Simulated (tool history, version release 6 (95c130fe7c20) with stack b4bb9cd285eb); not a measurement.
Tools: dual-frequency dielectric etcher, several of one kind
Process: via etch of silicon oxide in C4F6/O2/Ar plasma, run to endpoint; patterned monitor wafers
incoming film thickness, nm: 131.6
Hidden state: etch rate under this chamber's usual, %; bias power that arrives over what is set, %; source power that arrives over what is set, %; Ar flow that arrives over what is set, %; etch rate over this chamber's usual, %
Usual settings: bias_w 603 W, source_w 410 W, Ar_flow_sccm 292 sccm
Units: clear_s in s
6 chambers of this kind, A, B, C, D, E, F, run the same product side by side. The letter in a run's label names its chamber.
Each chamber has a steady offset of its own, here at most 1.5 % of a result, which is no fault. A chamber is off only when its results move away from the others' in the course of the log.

run	hour	bias_w	source_w	Ar_flow_sccm	hours since the last wet clean	hours since the last bias power generator calibration	hours since the last source power generator calibration	hours since the last Ar flow controller change	clear_s
1C	3.3	603	410	292	62.5	251.6	67.1	690.6	26.666
2D	8.5	603	410	292	325.4	1107.7	540.2	3629.9	27.038
3A	14.9	603	410	292	454.3	1709.2	496.3	1340.6	26.37
4F	19.8	603	410	292	160.1	354.6	1228.6	4197.3	26.405
5E	26.3	603	410	292	302.2	3844.9	2698.5	2032.4	26.506
6B	29.7	603	410	292	282	3879.8	3123.2	4570.1	26.944
7B	36.1	603	410	292	288.4	3886.2	3129.6	4576.5	26.99
8F	40.2	603	410	292	180.5	375	1249	4217.7	26.861
9C	44.4	603	410	292	103.6	292.7	108.2	731.7	26.778
10D	49.8	603	410	292	366.7	1149	581.5	3671.2	26.811
11E	53.8	603	410	292	329.7	3872.4	2726	2059.9	26.543
12A	60	603	410	292	499.4	1754.3	541.4	1385.7	26.578
13C	67.4	603	330	292	126.6	315.7	131.2	754.7	28.713
14F	70.7	603	330	292	211	405.5	1279.5	4248.2	28.834
15D	74.2	603	330	292	391.1	1173.4	605.9	3695.6	29.257
# hour 79.7: chamber E: source power generator calibrated
16E	80.8	603	330	292	356.7	3899.4	1.2	2086.9	28.572
17A	87.9	603	330	292	527.3	1782.2	569.3	1413.6	28.634
18B	94.6	603	330	292	346.9	3944.7	3188.1	4635	28.89
# hour 99.5: chamber A: wet clean of the chamber
19D	99.5	711	410	345	416.4	1198.7	631.2	3720.9	25.627
20A	106.4	711	410	345	6.9	1800.7	587.8	1432.1	25.356
21E	111.8	711	410	345	387.7	3930.4	32.2	2117.9	25.428
22F	118.4	711	410	345	258.7	453.2	1327.2	4295.9	25.42
23B	123	711	410	345	375.3	3973.1	3216.5	4663.4	25.657
24C	126.9	711	410	345	186.1	375.2	190.7	814.2	25.544
25C	130.8	603	410	292	190	379.1	194.6	818.1	26.78
26B	135.7	603	410	292	388	3985.8	3229.2	4676.1	27.162
27D	138.9	603	460	292	455.8	1238.1	670.6	3760.3	25.443
28F	145	603	460	292	285.3	479.8	1353.8	4322.5	25.557
29E	148.6	603	460	292	424.5	3967.2	69	2154.7	25.604
30A	154.4	603	460	292	54.9	1848.7	635.8	1480.1	25.578
31A	160.9	603	460	292	61.4	1855.2	642.3	1486.6	25.386
32D	165.3	603	460	292	482.2	1264.5	697	3786.7	25.057
33B	171.4	603	410	292	423.7	4021.5	3264.9	4711.8	26.902
34E	178.8	603	460	252	454.7	3997.4	99.2	2184.9	25.001
35C	186	603	460	252	245.2	434.3	249.8	873.3	25.144
36F	193.4	603	460	252	333.7	528.2	1402.2	4370.9	24.985
37A	200.3	603	460	252	100.8	1894.6	681.7	1526	24.991
38C	204.3	603	460	252	263.5	452.6	268.1	891.6	25.053

All 6 chambers run these settings next. Forecast each chamber's results:
39A	209.7	603	410	292					?
39B	209.7	603	410	292					?
39C	209.7	603	410	292					?
39D	209.7	603	410	292					?
39E	209.7	603	410	292					?
39F	209.7	603	410	292					?

run	clear_s
39A	26.51
39B	26.991
39C	26.585
39D	25.905
39E	26.663
39F	26.623
